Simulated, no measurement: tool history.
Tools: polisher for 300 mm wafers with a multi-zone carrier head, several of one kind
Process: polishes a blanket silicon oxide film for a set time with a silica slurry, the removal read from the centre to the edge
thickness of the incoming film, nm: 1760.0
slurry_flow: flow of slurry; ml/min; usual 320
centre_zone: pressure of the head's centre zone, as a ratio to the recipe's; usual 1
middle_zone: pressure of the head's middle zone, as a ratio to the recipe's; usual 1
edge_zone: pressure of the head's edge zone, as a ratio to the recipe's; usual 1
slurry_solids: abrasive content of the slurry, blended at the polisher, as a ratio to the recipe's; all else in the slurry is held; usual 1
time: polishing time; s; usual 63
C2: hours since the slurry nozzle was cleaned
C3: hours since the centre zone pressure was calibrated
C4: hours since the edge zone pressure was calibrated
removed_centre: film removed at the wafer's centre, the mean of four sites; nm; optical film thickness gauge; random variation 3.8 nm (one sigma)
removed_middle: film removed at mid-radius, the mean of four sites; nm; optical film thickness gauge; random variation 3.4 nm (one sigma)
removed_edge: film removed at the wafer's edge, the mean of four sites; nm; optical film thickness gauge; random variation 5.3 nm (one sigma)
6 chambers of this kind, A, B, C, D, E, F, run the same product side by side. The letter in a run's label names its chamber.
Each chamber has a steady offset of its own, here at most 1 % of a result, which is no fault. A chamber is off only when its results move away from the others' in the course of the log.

At hour 1.2: chamber F: slurry nozzle cleaned.
At hour 3.2: chamber C: slurry nozzle cleaned.
Run 1F, hour 6.8: usual settings; wafers polished on this pad 467; C2 5.6; C3 374.9; C4 644.6. Result: removed_centre 379.12 nm, removed_middle 367.64 nm, removed_edge 379.55 nm.
Run 2E, hour 12: usual settings; wafers polished on this pad 1499; C2 36.2; C3 524.7; C4 139.1. Result: removed_centre 371.35 nm, removed_middle 380.12 nm, removed_edge 376.39 nm.
At hour 14.9: chamber D: edge zone pressure recalibrated.
Run 3C, hour 16.2: usual settings; wafers polished on this pad 588; C2 13.1; C3 259.5; C4 676.8. Result: removed_centre 376.1 nm, removed_middle 368.13 nm, removed_edge 374.9 nm.
At hour 18.8: chamber E: worn pad replaced by a new one.
Run 4B, hour 23.6: usual settings; wafers polished on this pad 1271; C2 174.1; C3 346.9; C4 374.1. Result: removed_centre 372.16 nm, removed_middle 375.61 nm, removed_edge 370.01 nm.
Run 5D, hour 29.2: usual settings; wafers polished on this pad 532; C2 108.2; C3 417; C4 14.4. Result: removed_centre 373.04 nm, removed_middle 375.84 nm, removed_edge 367.61 nm.
At hour 30.2: chamber A: worn pad replaced by a new one.
Run 6A, hour 33: usual settings; wafers polished on this pad 34; C2 93.7; C3 55.2; C4 413.9. Result: removed_centre 373.05 nm, removed_middle 371.95 nm, removed_edge 378.31 nm.
Run 7A, hour 40.4: usual settings; wafers polished on this pad 125; C2 101.1; C3 62.6; C4 421.3. Result: removed_centre 376.47 nm, removed_middle 374.83 nm, removed_edge 375.81 nm.
At hour 42.5: chamber B: worn pad replaced by a new one.
Run 8E, hour 45.1: usual settings; wafers polished on this pad 323; C2 69.3; C3 557.8; C4 172.2. Result: removed_centre 369.69 nm, removed_middle 375.24 nm, removed_edge 374.82 nm.
At hour 49.2: chamber C: worn pad replaced by a new one.
Run 9C, hour 49.9: usual settings; wafers polished on this pad 9; C2 46.8; C3 293.2; C4 710.5. Result: removed_centre 376.08 nm, removed_middle 371.35 nm, removed_edge 379.13 nm.
Run 10D, hour 56.4: usual settings but middle_zone 0.89, slurry_solids 0.85; wafers polished on this pad 866; C2 135.4; C3 444.2; C4 41.6. Result: removed_centre 347.22 nm, removed_middle 313.28 nm, removed_edge 349.19 nm.
At hour 60: chamber F: worn pad replaced by a new one.
Run 11F, hour 62.4: usual settings but middle_zone 0.89, slurry_solids 0.85; wafers polished on this pad 30; C2 61.2; C3 430.5; C4 700.2. Result: removed_centre 352.87 nm, removed_middle 312.03 nm, removed_edge 358.34 nm.
At hour 64.6: chamber D: worn pad replaced by a new one.
Run 12B, hour 68.2: usual settings but middle_zone 0.89, slurry_solids 0.85; wafers polished on this pad 316; C2 218.7; C3 391.5; C4 418.7. Result: removed_centre 348.82 nm, removed_middle 313.97 nm, removed_edge 344.48 nm.
Run 13E, hour 75.7: usual settings but middle_zone 0.89, slurry_solids 0.85; wafers polished on this pad 699; C2 99.9; C3 588.4; C4 202.8. Result: removed_centre 352.72 nm, removed_middle 311.67 nm, removed_edge 353.57 nm.
At hour 75.8: chamber B: centre zone pressure recalibrated.
Run 14F, hour 79: usual settings but middle_zone 0.89, slurry_solids 0.85; wafers polished on this pad 234; C2 77.8; C3 447.1; C4 716.8. Result: removed_centre 347.32 nm, removed_middle 310.03 nm, removed_edge 351.49 nm.
Run 15A, hour 84: usual settings but middle_zone 0.89, slurry_solids 0.85; wafers polished on this pad 661; C2 144.7; C3 106.2; C4 464.9. Result: removed_centre 348.75 nm, removed_middle 317.84 nm, removed_edge 342.05 nm.
Run 16C, hour 90.6: usual settings; wafers polished on this pad 510; C2 87.5; C3 333.9; C4 751.2. Result: removed_centre 375.72 nm, removed_middle 368.86 nm, removed_edge 372.16 nm.
Run 17D, hour 97.5: usual settings; wafers polished on this pad 404; C2 176.5; C3 485.3; C4 82.7. Result: removed_centre 377.62 nm, removed_middle 381.19 nm, removed_edge 374.68 nm.
Run 18B, hour 103.9: usual settings; wafers polished on this pad 754; C2 254.4; C3 28.1; C4 454.4. Result: removed_centre 374.25 nm, removed_middle 375.99 nm, removed_edge 379 nm.
Run 19E, hour 109.5: usual settings; wafers polished on this pad 1115; C2 133.7; C3 622.2; C4 236.6. Result: removed_centre 372.66 nm, removed_middle 377.63 nm, removed_edge 384.01 nm.
At hour 116.2: chamber A: worn pad replaced by a new one.
Run 20D, hour 116.8: usual settings; wafers polished on this pad 642; C2 195.8; C3 504.6; C4 102. Result: removed_centre 377.67 nm, removed_middle 377.84 nm, removed_edge 375.04 nm.
Run 21F, hour 122.3: usual settings; wafers polished on this pad 766; C2 121.1; C3 490.4; C4 760.1. Result: removed_centre 373.85 nm, removed_middle 372.92 nm, removed_edge 376.65 nm.
At hour 126.7: chamber C: worn pad replaced by a new one.
Run 22C, hour 128: usual settings; wafers polished on this pad 16; C2 124.9; C3 371.3; C4 788.6. Result: removed_centre 373.12 nm, removed_middle 375.39 nm, removed_edge 377.59 nm.
At hour 133.3: chamber D: worn pad replaced by a new one.
Run 23B, hour 133.8: usual settings; wafers polished on this pad 1122; C2 284.3; C3 58; C4 484.3. Result: removed_centre 375.33 nm, removed_middle 374.69 nm, removed_edge 377.15 nm.
At hour 134.3: chamber E: worn pad replaced by a new one.
Run 24A, hour 139: usual settings; wafers polished on this pad 281; C2 199.7; C3 161.2; C4 519.9. Result: removed_centre 378.77 nm, removed_middle 369.87 nm, removed_edge 369.35 nm.
Run 25C, hour 144.8: usual settings; wafers polished on this pad 223; C2 141.7; C3 388.1; C4 805.4. Result: removed_centre 369.78 nm, removed_middle 375.31 nm, removed_edge 367.57 nm.
Run 26D, hour 148.9: usual settings; wafers polished on this pad 192; C2 227.9; C3 536.7; C4 134.1. Result: removed_centre 394.18 nm, removed_middle 379.11 nm, removed_edge 365.43 nm.
Run 27F, hour 152.5: usual settings; wafers polished on this pad 1137; C2 151.3; C3 520.6; C4 790.3. Result: removed_centre 372.09 nm, removed_middle 366.33 nm, removed_edge 373.85 nm.
Run 28E, hour 157.3: usual settings; wafers polished on this pad 283; C2 181.5; C3 670; C4 284.4. Result: removed_centre 377.27 nm, removed_middle 382.07 nm, removed_edge 378.53 nm.
Run 29B, hour 162.9: usual settings; wafers polished on this pad 1480; C2 313.4; C3 87.1; C4 513.4. Result: removed_centre 374.69 nm, removed_middle 375.5 nm, removed_edge 382.81 nm.
At hour 169.3: chamber B: worn pad replaced by a new one.
Run 30A, hour 169.5: usual settings; wafers polished on this pad 656; C2 230.2; C3 191.7; C4 550.4. Result: removed_centre 382.87 nm, removed_middle 379.41 nm, removed_edge 372.1 nm.
At hour 171.1: chamber F: worn pad replaced by a new one.
Run 31A, hour 173.2: usual settings; wafers polished on this pad 701; C2 233.9; C3 195.4; C4 554.1. Result: removed_centre 369.65 nm, removed_middle 374.84 nm, removed_edge 381.62 nm.
Run 32F, hour 179.3: usual settings but edge_zone 0.94; wafers polished on this pad 101; C2 178.1; C3 547.4; C4 817.1. Result: removed_centre 385.76 nm, removed_middle 370.86 nm, removed_edge 370.66 nm.
Run 33D, hour 184.9: usual settings but edge_zone 0.94; wafers polished on this pad 634; C2 263.9; C3 572.7; C4 170.1. Result: removed_centre 408.65 nm, removed_middle 374.51 nm, removed_edge 359.71 nm.
Run 34C, hour 189.3: usual settings but edge_zone 0.94; wafers polished on this pad 770; C2 186.2; C3 432.6; C4 849.9. Result: removed_centre 372.68 nm, removed_middle 371.59 nm, removed_edge 366.59 nm.
Run 35E, hour 193.6: usual settings but edge_zone 0.94; wafers polished on this pad 729; C2 217.8; C3 706.3; C4 320.7. Result: removed_centre 372.13 nm, removed_middle 375.63 nm, removed_edge 363.83 nm.
Run 36B, hour 199.2: usual settings but edge_zone 0.94; wafers polished on this pad 367; C2 349.7; C3 123.4; C4 549.7. Result: removed_centre 373.02 nm, removed_middle 375.06 nm, removed_edge 367.11 nm.
Run 37B, hour 203.1: usual settings but edge_zone 0.94; wafers polished on this pad 415; C2 353.6; C3 127.3; C4 553.6. Result: removed_centre 381.34 nm, removed_middle 374.58 nm, removed_edge 361.94 nm.

What goes on in this fleet: one chamber off, a drifting gauge, or nothing beyond the chambers' own small offsets? Name the chamber and the cause, if any.

Chamber D drifts away from the others.
Cause: centre zone's pressure above its setpoint, % = 11.2.

Here are 4 candidates for chamber D's next run, each the usual settings with a change, their results left as question marks. Which one brings its results back in line with what the others give on the usual settings?
In line means no further than this from the other chambers' mean on the usual settings: removed_centre 13 nm; removed_middle 12 nm; removed_edge 19 nm
Run 38D-1, hour 208.6: usual settings but slurry_flow 325 ml/min, centre_zone 1.1, middle_zone 0.99, edge_zone 0.96, time 64 s. Result: removed_centre ?, removed_middle ?, removed_edge ?.
Run 38D-2, hour 208.6: usual settings but slurry_flow 310 ml/min, centre_zone 0.85, middle_zone 1.02, edge_zone 1.05, time 62 s. Result: removed_centre ?, removed_middle ?, removed_edge ?.
Run 38D-3, hour 208.6: usual settings but slurry_flow 315 ml/min, centre_zone 0.91, middle_zone 1.01, edge_zone 1.04. Result: removed_centre ?, removed_middle ?, removed_edge ?.
Run 38D-4, hour 208.6: usual settings but slurry_flow 330 ml/min, centre_zone 1.16, middle_zone 0.98, edge_zone 0.94, time 64 s. Result: removed_centre ?, removed_middle ?, removed_edge ?.

The other chambers' mean on the usual settings: removed_centre 374.37 nm; removed_middle 374.05 nm; removed_edge 375.44 nm
  run  removed_centre  removed_middle  removed_edge
38D-1          471.72          375.86        369.55
38D-2          342.16          373.02        373.72
38D-3          375.76          376.09        378.31
38D-4          500.49           372.8        366.05
38D-3 brings the chamber back in line.
